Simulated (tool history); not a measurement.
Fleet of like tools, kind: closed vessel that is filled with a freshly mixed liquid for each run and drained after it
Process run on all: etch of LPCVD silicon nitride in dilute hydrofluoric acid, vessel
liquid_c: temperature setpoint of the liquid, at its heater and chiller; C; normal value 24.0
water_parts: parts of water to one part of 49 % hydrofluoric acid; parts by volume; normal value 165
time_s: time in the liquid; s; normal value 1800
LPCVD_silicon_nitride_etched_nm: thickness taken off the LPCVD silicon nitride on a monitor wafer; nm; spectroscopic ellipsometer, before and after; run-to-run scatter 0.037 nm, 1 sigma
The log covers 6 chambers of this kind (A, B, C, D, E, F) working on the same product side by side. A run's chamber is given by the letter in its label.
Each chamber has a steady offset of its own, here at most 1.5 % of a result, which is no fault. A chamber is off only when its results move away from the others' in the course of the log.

run	hour	liquid_c	water_parts	time_s	hours since the thermometer was replaced	hours since the hydrofluoric acid flow meter was replaced	read-back film thickness of the LPCVD silicon nitride reference wafer, read on the same gauge (nm)	LPCVD_silicon_nitride_etched_nm
1B	6.4	24.0	165	1800	670.6	1643.4	100.010	5.2930
2F	13.1	24.0	165	1800	254.5	400.1	99.982	5.3283
3E	16.6	24.0	165	1800	1072.5	701.5	99.965	5.2127
4A	24.2	24.0	165	1800	1117.7	151.1	100.010	5.2611
5D	28.4	24.0	165	1800	405.2	2110.7	100.020	5.4163
6C	36.1	24.0	165	1800	725.5	312.6	99.999	5.3165
7A	40.2	24.0	165	1800	1133.7	167.1	99.991	5.3137
8C	44.4	24.0	165	1800	733.8	320.9	99.961	5.3818
9E	49.8	24.0	240	1800	1105.7	734.7	100.020	3.6030
10B	53.5	24.0	240	1800	717.7	1690.5	99.989	3.6409
11F	59.9	24.0	240	1800	301.3	446.9	100.020	3.5811
12D	65.8	24.0	240	1800	442.6	2148.1	100.010	3.7459
# hour 70.6: chamber D: hydrofluoric acid flow meter replaced
13B	72.5	24.0	240	1800	736.7	1709.5	100.020	3.6746
14A	80.2	24.0	240	1800	1173.7	207.1	100.000	3.6624
15E	84.0	24.0	165	1800	1139.9	768.9	99.997	5.2784
16C	89.5	28.5	165	945	778.9	366.0	100.020	3.7687
17F	94.2	28.5	165	945	335.6	481.2	100.000	3.6046
18D	99.7	28.5	165	945	476.5	29.1	100.000	3.6810
19E	107.4	28.5	165	945	1163.3	792.3	100.010	3.6544
20B	112.0	28.5	165	945	776.2	1749.0	100.020	3.7729
21A	115.6	28.5	165	945	1209.1	242.5	99.996	3.7257
22C	122.6	24.0	165	1800	812.0	399.1	100.010	5.4496
23D	128.8	24.0	165	1800	505.6	58.2	99.995	5.3991
24F	134.9	26.0	240	1800	376.3	521.9	100.020	3.9631
# hour 135.4: chamber B: hydrofluoric acid flow meter replaced
25E	139.8	26.0	240	1800	1195.7	824.7	99.989	4.1169
26C	144.4	26.0	240	1800	833.8	420.9	100.020	4.1333
27A	149.0	26.0	240	1800	1242.5	275.9	99.983	4.1884
28F	156.3	26.0	240	1800	397.7	543.3	100.010	3.9640
29D	161.3	26.0	240	1800	538.1	90.7	99.987	4.1858
30B	166.3	28.5	165	1800	830.5	31.0	99.957	7.1119
31C	170.2	28.5	165	1800	859.6	446.7	100.010	7.1916
32A	174.5	28.5	165	1800	1268.0	301.4	99.990	7.1599
33B	179.0	28.5	165	1800	843.2	43.7	99.990	7.0846
34D	182.4	28.5	165	1800	559.2	111.8	100.010	7.0722
35F	189.2	28.5	165	1800	430.6	576.2	99.964	6.6310
36E	193.6	24.0	230	935	1249.5	878.5	99.980	1.9489
37F	201.3	24.0	230	935	442.7	588.3	100.020	1.8485

Has any chamber moved away from the others, gradually or after a service, or does the common gauge drift, or do the chambers differ only by their own small steady offsets? State the chamber and the most likely cause if one applies.

It is chamber F that slowly wanders off from its peers.
Cause: hydrofluoric acid flow below the setpoint (%) = 7.44.
With only this log, it may be confused with: liquid colder than its thermometer reads (K).

Here are 4 candidates for chamber F's next run, each the usual settings with a change, their results left as question marks. Which one brings its results back in line with what the others give on the usual settings?
To be in line, a result may differ from the other chambers' mean on the usual settings by at most: LPCVD_silicon_nitride_etched_nm 0.1300 nm
38F-1	206.9	24.0	160	1870				?
38F-2	206.9	24.5	150	1800				?
38F-3	206.9	24.0	170	1730				?
38F-4	206.9	23.5	170	1690				?

Average result of the remaining chambers running the usual settings: LPCVD_silicon_nitride_etched_nm 5.3217 nm
run	LPCVD_silicon_nitride_etched_nm
38F-1	5.2985
38F-2	5.6202
38F-3	4.6141
38F-4	4.3631
The answer is 38F-1, which returns the chamber to within the allowed miss of the others.
